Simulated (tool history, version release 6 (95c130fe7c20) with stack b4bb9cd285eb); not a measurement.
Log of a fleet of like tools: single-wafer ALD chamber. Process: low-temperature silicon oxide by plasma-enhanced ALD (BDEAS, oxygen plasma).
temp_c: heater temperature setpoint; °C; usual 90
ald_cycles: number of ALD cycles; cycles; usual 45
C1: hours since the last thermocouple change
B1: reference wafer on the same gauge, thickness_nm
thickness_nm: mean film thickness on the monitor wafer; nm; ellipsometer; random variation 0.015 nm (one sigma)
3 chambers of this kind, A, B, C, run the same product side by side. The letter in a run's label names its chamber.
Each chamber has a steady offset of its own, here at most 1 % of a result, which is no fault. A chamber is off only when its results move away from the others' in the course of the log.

Run 1A, hour 5.9: usual settings; C1 2068.3; B1 6.6538. Result: thickness_nm 6.6222 nm.
Run 2C, hour 9.4: usual settings; C1 1182.1; B1 6.6523. Result: thickness_nm 6.6344 nm.
Run 3B, hour 15: usual settings; C1 222.1; B1 6.6488. Result: thickness_nm 6.6264 nm.
Run 4C, hour 20.6: usual settings; C1 1193.3; B1 6.6459. Result: thickness_nm 6.6416 nm.
Run 5B, hour 26: usual settings; C1 233.1; B1 6.6497. Result: thickness_nm 6.607 nm.
Run 6A, hour 28.8: usual settings; C1 2091.2; B1 6.6456. Result: thickness_nm 6.6376 nm.
Run 7B, hour 33.5: usual settings; C1 240.6; B1 6.6516. Result: thickness_nm 6.6367 nm.
Run 8A, hour 36.9: usual settings; C1 2099.3; B1 6.6526. Result: thickness_nm 6.6258 nm.
Run 9C, hour 41.8: usual settings but temp_c 81 °C, ald_cycles 41 cycles; C1 1214.5; B1 6.6485. Result: thickness_nm 6.249 nm.
At hour 46.1: chamber A: thermocouple changed; heater temperature recalibrated.
Run 10B, hour 47.8: usual settings but temp_c 81 °C, ald_cycles 41 cycles; C1 254.9; B1 6.6547. Result: thickness_nm 6.2515 nm.
At hour 48.9: chamber C: thermocouple changed; heater temperature recalibrated.
Run 11A, hour 51.3: usual settings but temp_c 81 °C, ald_cycles 41 cycles; C1 5.3; B1 6.6493. Result: thickness_nm 6.2486 nm.
Run 12C, hour 57.1: usual settings; C1 8.3; B1 6.6496. Result: thickness_nm 6.7316 nm.
Run 13A, hour 62: usual settings but temp_c 94 °C, ald_cycles 52 cycles; C1 16; B1 6.6539. Result: thickness_nm 7.5033 nm.
Run 14C, hour 66.8: usual settings but temp_c 94 °C, ald_cycles 52 cycles; C1 18; B1 6.65. Result: thickness_nm 7.6452 nm.
Run 15B, hour 72: usual settings but temp_c 94 °C, ald_cycles 52 cycles; C1 279.1; B1 6.6489. Result: thickness_nm 7.5202 nm.
Run 16A, hour 77.5: usual settings; C1 31.5; B1 6.6501. Result: thickness_nm 6.5836 nm.
Run 17C, hour 80.9: usual settings; C1 32.1; B1 6.6499. Result: thickness_nm 6.7202 nm.
Run 18B, hour 84.2: usual settings but temp_c 81 °C, ald_cycles 40 cycles; C1 291.3; B1 6.6513. Result: thickness_nm 6.0506 nm.
Run 19A, hour 89.8: usual settings but temp_c 81 °C, ald_cycles 40 cycles; C1 43.8; B1 6.6528. Result: thickness_nm 6.0746 nm.
Run 20C, hour 94.9: usual settings but temp_c 81 °C, ald_cycles 40 cycles; C1 46.1; B1 6.6472. Result: thickness_nm 6.1644 nm.
Run 21B, hour 99.4: usual settings; C1 306.5; B1 6.6478. Result: thickness_nm 6.6337 nm.

Is one chamber off against the others, does the gauge drift, or is nothing wrong? If a chamber is off, say which, and what the likeliest cause is.

A service left chamber C off against the others.
Cause: wafer temperature below the value expected at the setpoint (K) = 3.66.

Here are 4 candidates for chamber C's next run, each the usual settings with a change, their results left as question marks. Which one brings its results back in line with what the others give on the usual settings?
In line means no further than this from the other chambers' mean on the usual settings: thickness_nm 0.053 nm
Run 22C-1, hour 103.7: usual settings but temp_c 81 °C. Result: thickness_nm ?.
Run 22C-2, hour 103.7: usual settings but temp_c 86 °C. Result: thickness_nm ?.
Run 22C-3, hour 103.7: usual settings but temp_c 99 °C. Result: thickness_nm ?.
Run 22C-4, hour 103.7: usual settings but temp_c 94 °C. Result: thickness_nm ?.

The other chambers' mean on the usual settings: thickness_nm 6.6225 nm
  run  thickness_nm
22C-1        6.9287
22C-2         6.814
22C-3         6.516
22C-4        6.6306
22C-4 brings the chamber back in line.

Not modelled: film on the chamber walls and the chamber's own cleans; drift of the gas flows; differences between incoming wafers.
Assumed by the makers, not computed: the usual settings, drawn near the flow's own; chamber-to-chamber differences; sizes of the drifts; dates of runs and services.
